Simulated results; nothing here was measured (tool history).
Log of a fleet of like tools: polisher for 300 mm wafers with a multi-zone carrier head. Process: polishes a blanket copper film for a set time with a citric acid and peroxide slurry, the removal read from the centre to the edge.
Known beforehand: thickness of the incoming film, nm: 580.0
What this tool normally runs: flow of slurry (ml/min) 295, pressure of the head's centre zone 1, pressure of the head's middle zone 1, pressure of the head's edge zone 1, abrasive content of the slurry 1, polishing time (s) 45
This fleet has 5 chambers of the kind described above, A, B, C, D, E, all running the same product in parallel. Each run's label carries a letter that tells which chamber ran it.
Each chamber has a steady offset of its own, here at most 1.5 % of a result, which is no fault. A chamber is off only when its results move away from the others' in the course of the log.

run   hour  flow of slurry (ml/min)  pressure of the head's centre zone  pressure of the head's middle zone  pressure of the head's edge zone  abrasive content of the slurry  polishing time (s)  wafers polished on this pad  hours since the slurry nozzle was cleaned  hours since the centre zone pressure was calibrated  hours since the edge zone pressure was calibrated  film removed at the wafer's centre (nm)  film removed at mid-radius (nm)  film removed at the wafer's edge (nm)
 1E    8.1                      295                                   1                                   1                                 1                               1                  45                          279                                        8.6                                                302.2                                             1183.8                                   183.45                           187.93                                 186.27
      11.1  -- chamber D: worn pad replaced by a new one
 2C   13.4                      295                                   1                                   1                                 1                               1                  45                          733                                       72.9                                                 92.3                                              305.3                                   184.84                           187.91                                 182.57
 3D   19.4                      295                                   1                                   1                                 1                               1                  45                           87                                       72.2                                                299.1                                              888.5                                   183.17                           183.29                                 182.31
      24.4  -- chamber D: edge zone pressure recalibrated
 4B   24.4                      295                                   1                                   1                                 1                               1                  45                          258                                       45.6                                                 99.8                                              210.1                                   181.86                           182.79                                 183.26
      25.9  -- chamber C: edge zone pressure recalibrated
      28.3  -- chamber E: edge zone pressure recalibrated
      29.1  -- chamber A: worn pad replaced by a new one
 5A   33.5                      295                                   1                                   1                                 1                               1                  45                           46                                      218.4                                                420.9                                              223.9                                   180.28                           179.77                                 183.33
 6E   38.1                      295                                   1                                   1                                 1                               1                  45                          592                                       38.6                                                332.2                                                9.8                                   186.18                           187.33                                 186.63
 7C   44.3                      260                                1.11                                   1                                 1                               1                  45                         1056                                      103.8                                                123.2                                               18.4                                   205.59                           180.05                                 182.34
 8A   49.2                      260                                1.11                                   1                                 1                               1                  45                          210                                      234.1                                                436.6                                              239.6                                   201.79                           182.17                                 183.92
      51.6  -- chamber E: worn pad replaced by a new one
 9B   54.2                      260                                1.11                                   1                                 1                               1                  45                          570                                       75.4                                                129.6                                              239.9                                   201.88                           180.69                                 180.87
10D   63.1                      260                                1.11                                   1                                 1                               1                  45                          544                                      115.9                                                342.8                                               38.7                                    200.6                           178.81                                 181.31
        65  -- chamber C: worn pad replaced by a new one
11D     70                      260                                1.11                                   1                                 1                               1                  45                          616                                      122.8                                                349.7                                               45.6                                   201.67                           182.35                                 179.37
12A   79.1                      295                                   1                                   1                                 1                               1                  45                          522                                        264                                                466.5                                              269.5                                   180.57                           180.77                                 181.94
13B   84.9                      295                                   1                                   1                                 1                               1                  45                          890                                      106.1                                                160.3                                              270.6                                   182.54                           183.83                                 184.23
      85.1  -- chamber D: centre zone pressure recalibrated
      88.6  -- chamber A: centre zone pressure recalibrated
14C   92.3                      295                                   1                                   1                                 1                               1                  45                          286                                      151.8                                                171.2                                               66.4                                   181.27                           185.66                                  183.5
      96.3  -- chamber D: worn pad replaced by a new one
15E  100.9                      295                                   1                                   1                                 1                               1                  45                          515                                      101.4                                                  395                                               72.6                                   186.63                           186.58                                 185.31
     103.6  -- chamber A: worn pad replaced by a new one
16B  105.5                      295                                   1                                   1                                 1                               1                  45                         1106                                      126.7                                                180.9                                              291.2                                   184.42                           181.69                                 183.06
17A  114.2                      295                                   1                                1.11                                 1                               1                  45                          111                                      299.1                                                 25.6                                              304.6                                   183.56                           195.26                                 183.65
18E  118.6                      295                                   1                                1.11                                 1                               1                  45                          700                                      119.1                                                412.7                                               90.3                                   184.36                           204.27                                 187.18
     119.5  -- chamber B: worn pad replaced by a new one
19D  126.5                      295                                   1                                1.11                                 1                               1                  45                          316                                      179.3                                                 41.4                                              102.1                                   170.99                           200.84                                 182.43
     126.8  -- chamber E: worn pad replaced by a new one
20C  131.5                      295                                   1                                1.11                                 1                               1                  45                          695                                        191                                                210.4                                              105.6                                   185.36                           203.79                                 183.16
21A  136.5                      295                                   1                                1.11                                 1                               1                  45                          344                                      321.4                                                 47.9                                              326.9                                   180.67                           195.99                                 179.98
22C  142.9                      295                                   1                                   1                                 1                               1                  45                          815                                      202.4                                                221.8                                                117                                   184.44                           184.05                                 179.59
23E    149                      295                                   1                                   1                                 1                               1                  45                          232                                      149.5                                                443.1                                              120.7                                   185.17                           184.55                                 183.81
24B  154.2                      295                                   1                                   1                              0.91                             0.9                  45                          362                                      175.4                                                229.6                                              339.9                                   179.74                           179.83                                 173.55
25D  160.9                      295                                   1                                   1                              0.91                             0.9                  45                          675                                      213.7                                                 75.8                                              136.5                                   166.07                           179.21                                 170.16
     166.3  -- chamber A: slurry nozzle cleaned
26E  167.2                      295                                   1                                   1                              0.91                             0.9                  45                          422                                      167.7                                                461.3                                              138.9                                   179.98                           182.77                                 173.65
     169.5  -- chamber D: worn pad replaced by a new one
27D  172.4                      295                                   1                                   1                              0.91                             0.9                  45                           30                                      225.2                                                 87.3                                                148                                   166.77                           180.51                                 169.85
     178.7  -- chamber A: worn pad replaced by a new one
28B  181.5                      295                                   1                                   1                              0.91                             0.9                  45                          648                                      202.7                                                256.9                                              367.2                                   178.01                           179.98                                 172.07
     182.3  -- chamber C: worn pad replaced by a new one
     183.6  -- chamber D: slurry nozzle cleaned
     187.2  -- chamber E: worn pad replaced by a new one
29A  188.7                      295                                   1                                   1                                 1                               1                  45                          105                                       22.5                                                100.1                                              379.1                                    182.3                           183.57                                 185.71
30C  197.3                      370                                   1                                   1                                 1                               1                  45                          157                                      256.8                                                276.2                                              171.4                                      190                           188.54                                 183.69
31D  204.1                      370                                   1                                   1                                 1                               1                  45                          361                                       20.6                                                  119                                              179.7                                   174.73                           189.17                                 184.96
32B  210.7                      370                                   1                                   1                                 1                               1                  45                          953                                      231.9                                                286.1                                              396.4                                   183.11                           192.94                                  186.4
33A  217.6                      370                                   1                                   1                                 1                               1                  45                          407                                       51.4                                                  129                                                408                                   185.78                              183                                 185.66
34E  226.6                      370                                   1                                   1                                 1                               1                  45                          411                                      227.1                                                520.7                                              198.3                                   189.23                           187.11                                 190.35
35C    234                      295                                   1                                   1                                 1                               1                  45                          541                                      293.5                                                312.9                                              208.1                                   185.65                           186.23                                  182.9

Predict what each chamber gives when all 5 of them run the settings below next.
36A  240.7                      295                                   1                                   1                                 1                               1                  45                                                                                                                                                                                                                        ?                                ?                                      ?
36B  240.7                      295                                   1                                   1                                 1                               1                  45                                                                                                                                                                                                                        ?                                ?                                      ?
36C  240.7                      295                                   1                                   1                                 1                               1                  45                                                                                                                                                                                                                        ?                                ?                                      ?
36D  240.7                      295                                   1                                   1                                 1                               1                  45                                                                                                                                                                                                                        ?                                ?                                      ?
36E  240.7                      295                                   1                                   1                                 1                               1                  45                                                                                                                                                                                                                        ?                                ?                                      ?

run  film removed at the wafer's centre (nm)  film removed at mid-radius (nm)  film removed at the wafer's edge (nm)
36A                                   180.94                           185.06                                 180.75
36B                                   182.35                           187.68                                 181.55
36C                                   185.83                           183.45                                 183.09
36D                                   170.52                           181.74                                 182.86
36E                                   185.16                           181.44                                 184.59
